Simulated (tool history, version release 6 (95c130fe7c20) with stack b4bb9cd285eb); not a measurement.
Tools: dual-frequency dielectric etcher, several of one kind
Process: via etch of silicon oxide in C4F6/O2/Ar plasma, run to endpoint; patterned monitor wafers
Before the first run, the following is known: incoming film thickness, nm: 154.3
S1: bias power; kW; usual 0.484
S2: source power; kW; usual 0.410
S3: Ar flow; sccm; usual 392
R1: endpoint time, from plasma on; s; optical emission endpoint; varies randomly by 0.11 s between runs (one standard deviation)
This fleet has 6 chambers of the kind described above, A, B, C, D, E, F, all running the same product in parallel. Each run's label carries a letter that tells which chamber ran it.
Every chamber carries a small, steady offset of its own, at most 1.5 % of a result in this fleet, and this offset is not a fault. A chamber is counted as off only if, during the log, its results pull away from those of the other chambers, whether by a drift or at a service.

-- hour=4.6 chamber A: Ar flow controller replaced
run 1C hour=11.2 | S1=0.484 S2=0.410 S3=392 | R1=35.256
run 2D hour=19.5 | S1=0.484 S2=0.410 S3=392 | R1=34.958
run 3F hour=27.0 | S1=0.484 S2=0.410 S3=392 | R1=35.100
run 4B hour=33.8 | S1=0.484 S2=0.410 S3=392 | R1=35.268
run 5A hour=46.3 | S1=0.484 S2=0.410 S3=392 | R1=34.962
run 6E hour=54.1 | S1=0.484 S2=0.410 S3=392 | R1=35.541
run 7E hour=68.5 | S1=0.565 S2=0.410 S3=300 | R1=32.500
run 8B hour=77.0 | S1=0.565 S2=0.410 S3=300 | R1=32.532
run 9D hour=84.5 | S1=0.565 S2=0.410 S3=300 | R1=32.012
run 10A hour=94.1 | S1=0.565 S2=0.410 S3=300 | R1=32.170
run 11F hour=105.8 | S1=0.565 S2=0.410 S3=300 | R1=31.931
run 12C hour=112.3 | S1=0.565 S2=0.410 S3=300 | R1=32.540
run 13E hour=126.8 | S1=0.484 S2=0.410 S3=310 | R1=34.496
-- hour=139.9 chamber F: wet clean of the chamber
run 14F hour=140.3 | S1=0.484 S2=0.410 S3=310 | R1=34.221
run 15A hour=149.3 | S1=0.484 S2=0.410 S3=310 | R1=34.249
run 16B hour=163.5 | S1=0.484 S2=0.410 S3=310 | R1=34.744
run 17C hour=177.7 | S1=0.484 S2=0.410 S3=310 | R1=34.516
-- hour=181.4 chamber E: wet clean of the chamber
-- hour=187.0 chamber B: wet clean of the chamber
run 18D hour=191.8 | S1=0.484 S2=0.410 S3=310 | R1=34.146
-- hour=202.7 chamber D: wet clean of the chamber
run 19C hour=205.6 | S1=0.484 S2=0.410 S3=392 | R1=35.420
run 20E hour=220.3 | S1=0.595 S2=0.410 S3=458 | R1=33.319
run 21A hour=226.8 | S1=0.595 S2=0.410 S3=458 | R1=33.319
run 22B hour=233.3 | S1=0.595 S2=0.410 S3=458 | R1=33.479
run 23F hour=239.8 | S1=0.595 S2=0.410 S3=458 | R1=33.042
run 24D hour=251.0 | S1=0.595 S2=0.410 S3=458 | R1=32.783
run 25B hour=262.6 | S1=0.595 S2=0.410 S3=458 | R1=33.517
run 26A hour=275.2 | S1=0.484 S2=0.410 S3=392 | R1=35.564
run 27D hour=289.3 | S1=0.484 S2=0.410 S3=392 | R1=34.876
run 28C hour=302.6 | S1=0.565 S2=0.410 S3=392 | R1=33.401
run 29E hour=314.9 | S1=0.565 S2=0.410 S3=392 | R1=33.341
run 30F hour=329.3 | S1=0.565 S2=0.410 S3=392 | R1=33.180
run 31D hour=341.4 | S1=0.565 S2=0.410 S3=392 | R1=32.982
run 32C hour=349.4 | S1=0.565 S2=0.410 S3=392 | R1=33.308
run 33A hour=357.6 | S1=0.565 S2=0.410 S3=392 | R1=33.856
run 34B hour=369.4 | S1=0.484 S2=0.410 S3=392 | R1=35.576
run 35F hour=380.8 | S1=0.484 S2=0.410 S3=392 | R1=35.059
run 36E hour=388.5 | S1=0.484 S2=0.410 S3=392 | R1=35.264
run 37D hour=395.2 | S1=0.484 S2=0.410 S3=392 | R1=34.839
run 38E hour=406.0 | S1=0.484 S2=0.410 S3=392 | R1=35.217
run 39F hour=420.7 | S1=0.484 S2=0.410 S3=392 | R1=35.019

Is one chamber off against the others, does the gauge drift, or is nothing wrong? If a chamber is off, say which, and what the likeliest cause is.

One chamber, A, drifts off from the rest bit by bit.
Cause: etch rate under this chamber's usual, % = 2.83.

Here are 4 candidates for chamber A's next run, each the usual settings with a change, their results left as question marks. Which one brings its results back in line with what the others give on the usual settings?
A result is in line if it is within this distance of the other chambers' mean on the usual settings: R1 0.380 s
run 40A-1 hour=431.4 | S1=0.510 S2=0.430 S3=386 | R1=?
run 40A-2 hour=431.4 | S1=0.458 S2=0.390 S3=398 | R1=?
run 40A-3 hour=431.4 | S1=0.457 S2=0.410 S3=398 | R1=?
run 40A-4 hour=431.4 | S1=0.484 S2=0.430 S3=392 | R1=?

The other chambers' mean on the usual settings: R1 35.254 s
run=40A-1 R1=34.575
run=40A-2 R1=37.416
run=40A-3 R1=36.757
run=40A-4 R1=35.306
Change 40A-4 lands the chamber within the allowed miss of the other chambers.
